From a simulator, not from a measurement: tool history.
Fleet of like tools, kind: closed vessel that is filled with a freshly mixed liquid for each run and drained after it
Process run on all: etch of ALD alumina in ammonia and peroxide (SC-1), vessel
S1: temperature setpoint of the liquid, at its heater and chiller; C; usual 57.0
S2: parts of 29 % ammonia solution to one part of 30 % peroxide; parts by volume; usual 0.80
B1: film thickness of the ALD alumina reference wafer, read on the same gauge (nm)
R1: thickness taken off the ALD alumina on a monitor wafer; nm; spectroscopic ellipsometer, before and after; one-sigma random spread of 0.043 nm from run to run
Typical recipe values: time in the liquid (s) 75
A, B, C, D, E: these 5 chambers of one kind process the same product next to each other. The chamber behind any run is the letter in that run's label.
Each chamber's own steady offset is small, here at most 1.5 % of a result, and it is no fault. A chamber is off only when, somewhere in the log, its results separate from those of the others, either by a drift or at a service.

{"run": "1E", "day": 0.196, "S1": 57.0, "S2": 0.8, "time in the liquid (s)": 75, "B1": 39.974, "R1": 4.5938}
{"run": "2B", "day": 0.367, "S1": 57.0, "S2": 0.8, "time in the liquid (s)": 75, "B1": 40.003, "R1": 4.6345}
{"run": "3D", "day": 0.596, "S1": 57.0, "S2": 0.8, "time in the liquid (s)": 75, "B1": 39.97, "R1": 4.5284}
{"run": "4A", "day": 0.762, "S1": 57.0, "S2": 0.8, "time in the liquid (s)": 75, "B1": 40.017, "R1": 4.4832}
{"run": "5C", "day": 1.042, "S1": 57.0, "S2": 0.8, "time in the liquid (s)": 75, "B1": 39.994, "R1": 4.5953}
{"run": "6C", "day": 1.308, "S1": 50.5, "S2": 1.05, "time in the liquid (s)": 75, "B1": 40.008, "R1": 3.3227}
{"run": "7A", "day": 1.621, "S1": 50.5, "S2": 1.05, "time in the liquid (s)": 75, "B1": 39.966, "R1": 3.2512}
{"run": "8E", "day": 1.796, "S1": 50.5, "S2": 1.05, "time in the liquid (s)": 75, "B1": 40.02, "R1": 3.3299}
{"run": "9B", "day": 2.104, "S1": 50.5, "S2": 1.05, "time in the liquid (s)": 75, "B1": 39.973, "R1": 3.2841}
{"run": "10D", "day": 2.425, "S1": 50.5, "S2": 1.05, "time in the liquid (s)": 75, "B1": 40.004, "R1": 3.225}
{"day": 2.554, "done": "chamber D: ammonia flow meter replaced"}
{"run": "11A", "day": 2.729, "S1": 57.0, "S2": 0.8, "time in the liquid (s)": 75, "B1": 39.966, "R1": 4.5047}
{"run": "12B", "day": 2.896, "S1": 57.0, "S2": 1.0, "time in the liquid (s)": 40, "B1": 40.004, "R1": 2.5379}
{"run": "13E", "day": 3.25, "S1": 57.0, "S2": 1.0, "time in the liquid (s)": 40, "B1": 40.012, "R1": 2.5196}
{"run": "14D", "day": 3.542, "S1": 57.0, "S2": 1.0, "time in the liquid (s)": 40, "B1": 40.011, "R1": 2.388}
{"run": "15C", "day": 3.762, "S1": 57.0, "S2": 1.0, "time in the liquid (s)": 40, "B1": 40.043, "R1": 2.5035}
{"day": 3.929, "done": "chamber B: thermometer replaced"}
{"run": "16E", "day": 4.062, "S1": 57.0, "S2": 1.0, "time in the liquid (s)": 40, "B1": 39.999, "R1": 2.4874}
{"day": 4.133, "done": "chamber A: new drum of ammonia solution connected"}
{"run": "17A", "day": 4.304, "S1": 57.0, "S2": 0.8, "time in the liquid (s)": 75, "B1": 40.001, "R1": 4.601}
{"run": "18B", "day": 4.662, "S1": 57.0, "S2": 0.8, "time in the liquid (s)": 75, "B1": 39.979, "R1": 4.5396}
{"run": "19D", "day": 4.967, "S1": 57.0, "S2": 0.8, "time in the liquid (s)": 75, "B1": 40.019, "R1": 4.3358}
{"run": "20C", "day": 5.204, "S1": 57.0, "S2": 0.8, "time in the liquid (s)": 75, "B1": 40.052, "R1": 4.5473}
{"run": "21E", "day": 5.575, "S1": 57.0, "S2": 0.8, "time in the liquid (s)": 75, "B1": 39.99, "R1": 4.5445}
{"run": "22B", "day": 5.908, "S1": 57.0, "S2": 0.8, "time in the liquid (s)": 75, "B1": 39.999, "R1": 4.6033}
{"day": 6.138, "done": "chamber E: ammonia flow meter replaced"}
{"run": "23D", "day": 6.217, "S1": 57.0, "S2": 0.8, "time in the liquid (s)": 75, "B1": 40.008, "R1": 4.2244}
{"run": "24A", "day": 6.458, "S1": 57.0, "S2": 0.8, "time in the liquid (s)": 75, "B1": 40.042, "R1": 4.5133}
{"run": "25C", "day": 6.721, "S1": 57.0, "S2": 0.8, "time in the liquid (s)": 75, "B1": 40.042, "R1": 4.5205}
{"run": "26E", "day": 7.029, "S1": 51.5, "S2": 0.8, "time in the liquid (s)": 45, "B1": 39.964, "R1": 2.0506}
{"run": "27C", "day": 7.246, "S1": 51.5, "S2": 0.8, "time in the liquid (s)": 45, "B1": 40.058, "R1": 2.0479}
{"run": "28A", "day": 7.442, "S1": 51.5, "S2": 0.8, "time in the liquid (s)": 45, "B1": 39.994, "R1": 2.0246}
{"run": "29D", "day": 7.733, "S1": 51.5, "S2": 0.8, "time in the liquid (s)": 45, "B1": 40.014, "R1": 1.8285}
{"run": "30B", "day": 8.058, "S1": 51.5, "S2": 0.8, "time in the liquid (s)": 45, "B1": 39.994, "R1": 2.0436}
{"run": "31B", "day": 8.283, "S1": 57.0, "S2": 0.8, "time in the liquid (s)": 75, "B1": 40.072, "R1": 4.5992}
{"run": "32C", "day": 8.583, "S1": 52.0, "S2": 1.0, "time in the liquid (s)": 75, "B1": 40.011, "R1": 3.6145}

Each of the 5 chambers runs these same settings next. Fill in every chamber's results:
{"run": "33A", "day": 8.846, "S1": 57.0, "S2": 0.8, "time in the liquid (s)": 75, "R1": "?"}
{"run": "33B", "day": 8.846, "S1": 57.0, "S2": 0.8, "time in the liquid (s)": 75, "R1": "?"}
{"run": "33C", "day": 8.846, "S1": 57.0, "S2": 0.8, "time in the liquid (s)": 75, "R1": "?"}
{"run": "33D", "day": 8.846, "S1": 57.0, "S2": 0.8, "time in the liquid (s)": 75, "R1": "?"}
{"run": "33E", "day": 8.846, "S1": 57.0, "S2": 0.8, "time in the liquid (s)": 75, "R1": "?"}

run=33A R1=4.4757
run=33B R1=4.6202
run=33C R1=4.5603
run=33D R1=4.0345
run=33E R1=4.5190
